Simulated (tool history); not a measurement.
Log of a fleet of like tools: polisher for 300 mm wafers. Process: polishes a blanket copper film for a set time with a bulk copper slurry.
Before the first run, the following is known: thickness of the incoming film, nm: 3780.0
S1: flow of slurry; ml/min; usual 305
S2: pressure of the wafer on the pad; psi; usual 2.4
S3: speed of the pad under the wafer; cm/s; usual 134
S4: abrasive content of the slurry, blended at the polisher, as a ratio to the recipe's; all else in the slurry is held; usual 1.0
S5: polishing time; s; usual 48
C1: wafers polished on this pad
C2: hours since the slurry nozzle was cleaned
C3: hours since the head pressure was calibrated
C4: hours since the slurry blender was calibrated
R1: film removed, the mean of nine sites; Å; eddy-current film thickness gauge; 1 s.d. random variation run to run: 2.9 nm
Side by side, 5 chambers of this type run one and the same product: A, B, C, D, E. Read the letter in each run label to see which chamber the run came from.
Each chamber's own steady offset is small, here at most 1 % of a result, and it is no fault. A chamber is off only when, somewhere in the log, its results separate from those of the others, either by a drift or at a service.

{"run": "1C", "day": 0.183, "S1": 305, "S2": 2.4, "S3": 134, "S4": 1.0, "S5": 48, "C1": 244, "C2": 59.5, "C3": 82.6, "C4": 109.6, "R1": 4691.3}
{"day": 0.225, "done": "chamber B: slurry blender recalibrated"}
{"run": "2D", "day": 0.362, "S1": 305, "S2": 2.4, "S3": 134, "S4": 1.0, "S5": 48, "C1": 464, "C2": 776.6, "C3": 332.2, "C4": 341.7, "R1": 4686.9}
{"day": 0.412, "done": "chamber A: worn pad replaced by a new one"}
{"day": 0.488, "done": "chamber B: worn pad replaced by a new one"}
{"run": "3A", "day": 0.508, "S1": 305, "S2": 2.4, "S3": 134, "S4": 1.0, "S5": 48, "C1": 25, "C2": 142.6, "C3": 558.5, "C4": 62.3, "R1": 4673.4}
{"day": 0.617, "done": "chamber C: slurry blender recalibrated"}
{"run": "4E", "day": 0.754, "S1": 305, "S2": 2.4, "S3": 134, "S4": 1.0, "S5": 48, "C1": 593, "C2": 88.7, "C3": 607.1, "C4": 97.8, "R1": 4707.7}
{"day": 0.771, "done": "chamber D: slurry nozzle cleaned"}
{"day": 0.812, "done": "chamber D: slurry blender recalibrated"}
{"run": "5B", "day": 1.0, "S1": 305, "S2": 2.4, "S3": 134, "S4": 1.0, "S5": 48, "C1": 133, "C2": 745.5, "C3": 230.0, "C4": 18.7, "R1": 4664.6}
{"run": "6D", "day": 1.162, "S1": 305, "S2": 2.4, "S3": 134, "S4": 1.0, "S5": 48, "C1": 672, "C2": 9.4, "C3": 351.4, "C4": 8.5, "R1": 4655.6}
{"run": "7B", "day": 1.492, "S1": 305, "S2": 2.4, "S3": 134, "S4": 1.0, "S5": 48, "C1": 261, "C2": 757.3, "C3": 241.8, "C4": 30.5, "R1": 4674.0}
{"run": "8C", "day": 1.675, "S1": 305, "S2": 3.0, "S3": 134, "S4": 1.0, "S5": 35, "C1": 632, "C2": 95.3, "C3": 118.4, "C4": 25.5, "R1": 4242.7}
{"run": "9A", "day": 1.829, "S1": 305, "S2": 3.0, "S3": 134, "S4": 1.0, "S5": 35, "C1": 368, "C2": 174.3, "C3": 590.2, "C4": 94.0, "R1": 4258.7}
{"run": "10E", "day": 2.067, "S1": 305, "S2": 3.0, "S3": 134, "S4": 1.0, "S5": 35, "C1": 934, "C2": 120.2, "C3": 638.6, "C4": 129.3, "R1": 4312.9}
{"day": 2.167, "done": "chamber B: slurry nozzle cleaned"}
{"run": "11A", "day": 2.242, "S1": 305, "S2": 3.0, "S3": 134, "S4": 1.0, "S5": 35, "C1": 475, "C2": 184.2, "C3": 600.1, "C4": 103.9, "R1": 4288.0}
{"run": "12B", "day": 2.562, "S1": 305, "S2": 3.0, "S3": 134, "S4": 1.0, "S5": 35, "C1": 539, "C2": 9.6, "C3": 267.5, "C4": 56.2, "R1": 4266.4}
{"day": 2.729, "done": "chamber A: slurry nozzle cleaned"}
{"run": "13C", "day": 2.783, "S1": 305, "S2": 2.4, "S3": 134, "S4": 1.0, "S5": 48, "C1": 920, "C2": 121.9, "C3": 145.0, "C4": 52.1, "R1": 4644.7}
{"day": 2.808, "done": "chamber C: worn pad replaced by a new one"}
{"run": "14E", "day": 3.004, "S1": 305, "S2": 2.4, "S3": 134, "S4": 1.0, "S5": 48, "C1": 1178, "C2": 142.7, "C3": 661.1, "C4": 151.8, "R1": 4724.7}
{"day": 3.108, "done": "chamber A: head pressure recalibrated"}
{"run": "15D", "day": 3.158, "S1": 305, "S2": 2.4, "S3": 134, "S4": 1.0, "S5": 48, "C1": 1190, "C2": 57.3, "C3": 399.3, "C4": 56.4, "R1": 4630.2}
{"day": 3.167, "done": "chamber D: worn pad replaced by a new one"}
{"run": "16A", "day": 3.346, "S1": 305, "S2": 2.7, "S3": 134, "S4": 1.0, "S5": 39, "C1": 762, "C2": 14.9, "C3": 5.8, "C4": 130.4, "R1": 4428.8}
{"run": "17D", "day": 3.492, "S1": 305, "S2": 2.7, "S3": 134, "S4": 1.0, "S5": 39, "C1": 85, "C2": 65.3, "C3": 407.3, "C4": 64.4, "R1": 4322.8}
{"run": "18B", "day": 3.733, "S1": 305, "S2": 2.7, "S3": 134, "S4": 1.0, "S5": 39, "C1": 843, "C2": 37.7, "C3": 295.6, "C4": 84.3, "R1": 4267.8}
{"day": 3.921, "done": "chamber E: worn pad replaced by a new one"}
{"run": "19E", "day": 3.933, "S1": 305, "S2": 2.7, "S3": 134, "S4": 1.0, "S5": 39, "C1": 4, "C2": 165.0, "C3": 683.4, "C4": 174.1, "R1": 4288.4}
{"run": "20C", "day": 4.225, "S1": 305, "S2": 2.7, "S3": 134, "S4": 1.0, "S5": 39, "C1": 368, "C2": 156.5, "C3": 179.6, "C4": 86.7, "R1": 4293.0}
{"run": "21D", "day": 4.383, "S1": 305, "S2": 2.4, "S3": 134, "S4": 1.0, "S5": 48, "C1": 316, "C2": 86.7, "C3": 428.7, "C4": 85.8, "R1": 4714.6}
{"run": "22A", "day": 4.546, "S1": 305, "S2": 2.4, "S3": 134, "S4": 1.0, "S5": 48, "C1": 1073, "C2": 43.7, "C3": 34.6, "C4": 159.2, "R1": 4861.0}
{"day": 4.742, "done": "chamber B: worn pad replaced by a new one"}
{"run": "23C", "day": 4.842, "S1": 305, "S2": 2.4, "S3": 134, "S4": 0.8, "S5": 48, "C1": 528, "C2": 171.3, "C3": 194.4, "C4": 101.5, "R1": 4479.0}
{"run": "24E", "day": 5.096, "S1": 305, "S2": 2.4, "S3": 134, "S4": 0.8, "S5": 48, "C1": 305, "C2": 192.9, "C3": 711.3, "C4": 202.0, "R1": 4521.6}
{"day": 5.125, "done": "chamber A: slurry blender recalibrated"}
{"day": 5.238, "done": "chamber A: worn pad replaced by a new one"}
{"run": "25B", "day": 5.246, "S1": 305, "S2": 2.4, "S3": 134, "S4": 0.8, "S5": 48, "C1": 131, "C2": 74.0, "C3": 331.9, "C4": 120.6, "R1": 4440.1}
{"day": 5.483, "done": "chamber E: slurry blender recalibrated"}
{"run": "26B", "day": 5.508, "S1": 305, "S2": 2.4, "S3": 134, "S4": 0.8, "S5": 48, "C1": 200, "C2": 80.3, "C3": 338.2, "C4": 126.9, "R1": 4506.3}
{"run": "27E", "day": 5.725, "S1": 305, "S2": 2.4, "S3": 134, "S4": 0.8, "S5": 48, "C1": 469, "C2": 208.0, "C3": 726.4, "C4": 5.9, "R1": 4453.6}
{"day": 5.779, "done": "chamber C: slurry blender recalibrated"}
{"run": "28D", "day": 6.05, "S1": 305, "S2": 2.4, "S3": 134, "S4": 1.0, "S5": 48, "C1": 749, "C2": 126.7, "C3": 468.7, "C4": 125.8, "R1": 4676.2}
{"run": "29A", "day": 6.275, "S1": 305, "S2": 2.4, "S3": 134, "S4": 1.0, "S5": 48, "C1": 269, "C2": 85.2, "C3": 76.1, "C4": 27.6, "R1": 4934.7}
{"day": 6.346, "done": "chamber C: worn pad replaced by a new one"}
{"run": "30C", "day": 6.492, "S1": 305, "S2": 2.4, "S3": 134, "S4": 1.0, "S5": 48, "C1": 38, "C2": 210.9, "C3": 234.0, "C4": 17.1, "R1": 4705.2}

Predict what each chamber gives when all 5 of them run the settings below next.
{"run": "31A", "day": 6.725, "S1": 370, "S2": 2.4, "S3": 134, "S4": 1.0, "S5": 48, "R1": "?"}
{"run": "31B", "day": 6.725, "S1": 370, "S2": 2.4, "S3": 134, "S4": 1.0, "S5": 48, "R1": "?"}
{"run": "31C", "day": 6.725, "S1": 370, "S2": 2.4, "S3": 134, "S4": 1.0, "S5": 48, "R1": "?"}
{"run": "31D", "day": 6.725, "S1": 370, "S2": 2.4, "S3": 134, "S4": 1.0, "S5": 48, "R1": "?"}
{"run": "31E", "day": 6.725, "S1": 370, "S2": 2.4, "S3": 134, "S4": 1.0, "S5": 48, "R1": "?"}

run=31A R1=4962.2
run=31B R1=4754.2
run=31C R1=4754.2
run=31D R1=4766.3
run=31E R1=4754.9
